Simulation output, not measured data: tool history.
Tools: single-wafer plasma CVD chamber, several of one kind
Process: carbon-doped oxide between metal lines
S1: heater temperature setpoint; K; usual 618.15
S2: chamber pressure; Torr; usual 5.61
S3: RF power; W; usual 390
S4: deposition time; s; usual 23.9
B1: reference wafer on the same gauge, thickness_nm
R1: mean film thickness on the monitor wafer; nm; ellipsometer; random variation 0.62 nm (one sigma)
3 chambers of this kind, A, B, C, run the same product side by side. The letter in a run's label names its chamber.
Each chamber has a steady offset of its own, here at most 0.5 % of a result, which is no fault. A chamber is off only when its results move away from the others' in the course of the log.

run	hour	S1	S2	S3	S4	B1	R1
# hour 0.7: chamber C: capacitance manometer re-zeroed and calibrated
1A	8.3	618.15	5.61	390	23.9	98.036	105.26
2C	23.6	618.15	5.61	390	23.9	98.042	105.72
3B	35	618.15	5.61	390	23.9	98.001	105.79
4B	46.4	618.15	5.61	390	23.9	97.846	106.44
5A	56.5	618.15	5.61	390	23.9	97.894	105.6
6C	66.5	618.15	5.61	390	23.9	98.108	105.24
7B	81.2	618.15	5.61	390	23.9	98.001	106.46
8A	96.8	618.15	5.61	390	23.9	97.907	105.76
9C	110.5	618.15	5.61	390	23.9	97.979	105.48
10B	119.7	618.15	5.61	390	23.9	97.969	106.92
11C	131.9	618.15	5.61	390	23.9	97.991	106.14
12A	144.2	618.15	5.61	390	23.9	97.906	105.61
13B	153	618.15	5.61	390	23.9	98.018	105.85
14C	168.2	618.15	5.61	390	23.9	97.989	106.26
15A	175.1	618.15	5.61	390	23.9	98.058	104.24
16A	187.7	618.15	5.61	390	23.9	98.011	107.37
17C	201.6	618.15	5.61	390	23.9	97.96	105.07
18B	208.7	618.15	6.91	390	23.9	97.861	108.18
19A	220.3	618.15	6.91	390	23.9	98.15	108.07
20B	227.8	618.15	6.91	390	23.9	97.945	108.01
21C	238.7	618.15	5.61	355	23.9	98.142	97.691
22B	247.8	618.15	5.61	355	23.9	97.972	99.318
23A	259.1	618.15	5.61	355	23.9	98.062	98.155
24C	269.3	618.15	4.56	390	23.9	97.962	101.89
25B	277	618.15	4.56	390	23.9	97.887	102.39
26A	284	618.15	4.56	390	23.9	97.924	102.12
27C	299.9	618.15	5.61	390	23.9	97.882	104.93
28C	308	618.15	5.61	390	23.9	97.984	104.05
29B	318.4	618.15	5.61	390	23.9	98.129	106.13
30A	328	618.15	5.61	390	23.9	98.007	104.94
31A	340.5	609.15	5.61	390	28.4	97.994	127.35
32C	352.5	609.15	5.61	390	28.4	97.953	128.59
33B	366.7	609.15	5.61	390	28.4	98.037	130.51
# hour 373.9: chamber A: thermocouple changed; heater temperature recalibrated
34B	379.4	630.15	6.07	390	23.9	98.02	104.96
35C	395.3	630.15	6.07	390	23.9	97.995	102.36
36A	403.5	630.15	6.07	390	23.9	98.1	104.05
37A	413.3	618.15	5.61	390	23.9	98.027	105.86
38B	423.8	618.15	5.61	390	23.9	98.046	106.01
39C	433.6	618.15	5.61	390	23.9	98.097	105.29
40C	441.6	618.15	5.61	390	23.9	98.025	105.17
41B	455.9	618.15	5.61	390	23.9	98.107	105.96
42A	470.7	618.15	5.61	390	23.9	97.91	106.5

Next, every chamber runs the same settings. What will each give?
43A	482.2	618.15	5.61	390	25.9		?
43B	482.2	618.15	5.61	390	25.9		?
43C	482.2	618.15	5.61	390	25.9		?

run	R1
43A	114.7
43B	114.89
43C	113.94

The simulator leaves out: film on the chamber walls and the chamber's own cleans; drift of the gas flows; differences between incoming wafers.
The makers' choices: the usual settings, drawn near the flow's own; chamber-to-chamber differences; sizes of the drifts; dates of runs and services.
